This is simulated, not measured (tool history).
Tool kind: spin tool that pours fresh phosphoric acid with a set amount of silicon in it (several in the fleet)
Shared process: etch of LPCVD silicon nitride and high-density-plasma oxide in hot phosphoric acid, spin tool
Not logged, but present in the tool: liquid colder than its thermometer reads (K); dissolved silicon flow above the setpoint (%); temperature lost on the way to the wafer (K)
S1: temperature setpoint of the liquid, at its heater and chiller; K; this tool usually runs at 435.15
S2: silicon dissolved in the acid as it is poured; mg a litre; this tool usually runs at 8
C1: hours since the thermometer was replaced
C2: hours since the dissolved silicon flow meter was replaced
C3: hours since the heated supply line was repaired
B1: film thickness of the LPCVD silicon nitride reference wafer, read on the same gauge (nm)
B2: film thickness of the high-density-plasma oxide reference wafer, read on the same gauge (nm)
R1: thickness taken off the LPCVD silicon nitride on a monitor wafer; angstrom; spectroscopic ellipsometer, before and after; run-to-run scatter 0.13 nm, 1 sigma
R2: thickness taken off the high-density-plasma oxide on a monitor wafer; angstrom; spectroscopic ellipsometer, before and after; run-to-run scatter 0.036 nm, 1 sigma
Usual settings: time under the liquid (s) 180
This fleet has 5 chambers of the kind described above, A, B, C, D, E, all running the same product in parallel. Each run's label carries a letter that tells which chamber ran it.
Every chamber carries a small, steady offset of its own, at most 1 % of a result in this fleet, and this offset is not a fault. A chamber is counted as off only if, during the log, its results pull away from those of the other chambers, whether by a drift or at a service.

Run 1E, day 0.312: usual settings; C1 235.1; C2 444.1; C3 761.8; B1 29.98; B2 150.02. Result: R1 181.75 angstrom, R2 6.6375 angstrom.
Run 2B, day 0.75: usual settings; C1 104.6; C2 960.3; C3 295.2; B1 29.997; B2 150.02. Result: R1 180.17 angstrom, R2 6.2206 angstrom.
Run 3A, day 1.229: usual settings; C1 1011.6; C2 491.9; C3 158.8; B1 29.97; B2 149.98. Result: R1 185.71 angstrom, R2 6.5267 angstrom.
Run 4C, day 1.696: usual settings; C1 797.4; C2 1683.9; C3 2920.7; B1 29.952; B2 150.03. Result: R1 183.69 angstrom, R2 6.3706 angstrom.
Run 5D, day 1.967: usual settings; C1 64.7; C2 639.9; C3 1044.9; B1 30.021; B2 150.03. Result: R1 180.3 angstrom, R2 5.968 angstrom.
Run 6E, day 2.221: usual settings; C1 280.9; C2 489.9; C3 807.6; B1 30.026; B2 149.98. Result: R1 182.64 angstrom, R2 5.7837 angstrom.
Run 7A, day 2.579: usual settings but S2 12.5 mg a litre; C1 1044; C2 524.3; C3 191.2; B1 30.023; B2 150.02. Result: R1 182.89 angstrom, R2 5.8213 angstrom.
Run 8C, day 2.808: usual settings but S2 12.5 mg a litre; C1 824.1; C2 1710.6; C3 2947.4; B1 29.993; B2 150. Result: R1 182.26 angstrom, R2 5.7338 angstrom.
Run 9D, day 3.083: usual settings but S2 12.5 mg a litre; C1 91.5; C2 666.7; C3 1071.7; B1 30.051; B2 149.98. Result: R1 183.9 angstrom, R2 5.4505 angstrom.
Run 10B, day 3.542: usual settings but S2 12.5 mg a litre; C1 171.6; C2 1027.3; C3 362.2; B1 30.04; B2 150.02. Result: R1 182.75 angstrom, R2 5.5497 angstrom.
Run 11D, day 3.95: usual settings but S2 12.5 mg a litre; C1 112.3; C2 687.5; C3 1092.5; B1 29.922; B2 149.98. Result: R1 181.93 angstrom, R2 5.4999 angstrom.
Run 12E, day 4.229: usual settings; C1 329.1; C2 538.1; C3 855.8; B1 30.034; B2 149.96. Result: R1 183.12 angstrom, R2 5.5919 angstrom.
Run 13A, day 4.708: usual settings; C1 1095.1; C2 575.4; C3 242.3; B1 30.052; B2 149.98. Result: R1 183.92 angstrom, R2 6.4488 angstrom.
Run 14C, day 5.125: usual settings; C1 879.7; C2 1766.2; C3 3003; B1 29.963; B2 150. Result: R1 182.12 angstrom, R2 6.8151 angstrom.
Run 15B, day 5.358: usual settings; C1 215.2; C2 1070.9; C3 405.8; B1 29.953; B2 150.05. Result: R1 183.67 angstrom, R2 7.3223 angstrom.
At day 5.629: chamber B: dissolved silicon flow meter replaced.
Run 16B, day 5.854: usual settings; C1 227.1; C2 5.4; C3 417.7; B1 29.998; B2 150.01. Result: R1 183.13 angstrom, R2 5.7976 angstrom.
Run 17A, day 6.35: usual settings but S1 433.15 K, S2 14 mg a litre; C1 1134.5; C2 614.8; C3 281.7; B1 29.971; B2 150. Result: R1 171.74 angstrom, R2 5.0247 angstrom.
Run 18E, day 6.75: usual settings but S1 433.15 K, S2 14 mg a litre; C1 389.6; C2 598.6; C3 916.3; B1 30.031; B2 149.97. Result: R1 170.27 angstrom, R2 5.0561 angstrom.
At day 7.021: chamber C: dissolved silicon flow meter replaced.
Run 19C, day 7.067: usual settings but S1 433.15 K, S2 14 mg a litre; C1 926.3; C2 1.1; C3 3049.6; B1 30.012; B2 150.01. Result: R1 171.69 angstrom, R2 4.9807 angstrom.
Run 20D, day 7.362: usual settings but S1 433.15 K, S2 14 mg a litre; C1 194.2; C2 769.4; C3 1174.4; B1 30.029; B2 150. Result: R1 171.62 angstrom, R2 4.827 angstrom.
At day 7.567: chamber C: heated supply line repaired.
Run 21B, day 7.779: usual settings but S1 433.15 K, S2 14 mg a litre; C1 273.3; C2 51.6; C3 463.9; B1 29.955; B2 149.97. Result: R1 169.32 angstrom, R2 4.6525 angstrom.
Run 22A, day 8.171: usual settings; C1 1178.2; C2 658.5; C3 325.4; B1 29.963; B2 149.98. Result: R1 184.56 angstrom, R2 6.71 angstrom.
Run 23E, day 8.579: usual settings; C1 433.5; C2 642.5; C3 960.2; B1 30.018; B2 149.96. Result: R1 182.12 angstrom, R2 6.8159 angstrom.
Run 24D, day 8.829: usual settings; C1 229.4; C2 804.6; C3 1209.6; B1 29.968; B2 149.99. Result: R1 184.85 angstrom, R2 6.6736 angstrom.
Run 25C, day 9.108: usual settings; C1 975.3; C2 50.1; C3 37; B1 30.04; B2 150.05. Result: R1 183.76 angstrom, R2 5.8396 angstrom.
Run 26C, day 9.417: usual settings; C1 982.7; C2 57.5; C3 44.4; B1 29.994; B2 150.03. Result: R1 182.43 angstrom, R2 6.267 angstrom.
Run 27E, day 9.825: usual settings; C1 463.4; C2 672.4; C3 990.1; B1 30.03; B2 149.97. Result: R1 182.33 angstrom, R2 6.7878 angstrom.
Run 28A, day 10.083: usual settings; C1 1224.1; C2 704.4; C3 371.3; B1 29.983; B2 149.98. Result: R1 183.85 angstrom, R2 5.6966 angstrom.
Run 29D, day 10.546: usual settings; C1 270.6; C2 845.8; C3 1250.8; B1 30.015; B2 150.02. Result: R1 182.24 angstrom, R2 6.234 angstrom.
Run 30B, day 10.779: usual settings; C1 345.3; C2 123.6; C3 535.9; B1 29.964; B2 150.02. Result: R1 180.88 angstrom, R2 6.0024 angstrom.

Next, every chamber runs the same settings. What will each give?
Run 31A, day 11.15: usual settings but S2 13 mg a litre. Result: R1 ?, R2 ?.
Run 31B, day 11.15: usual settings but S2 13 mg a litre. Result: R1 ?, R2 ?.
Run 31C, day 11.15: usual settings but S2 13 mg a litre. Result: R1 ?, R2 ?.
Run 31D, day 11.15: usual settings but S2 13 mg a litre. Result: R1 ?, R2 ?.
Run 31E, day 11.15: usual settings but S2 13 mg a litre. Result: R1 ?, R2 ?.

run      R1      R2
31A  184.54  5.6921
31B  183.38  6.0073
31C  183.59  5.6816
31D  182.64  5.2611
31E  182.09  5.7679
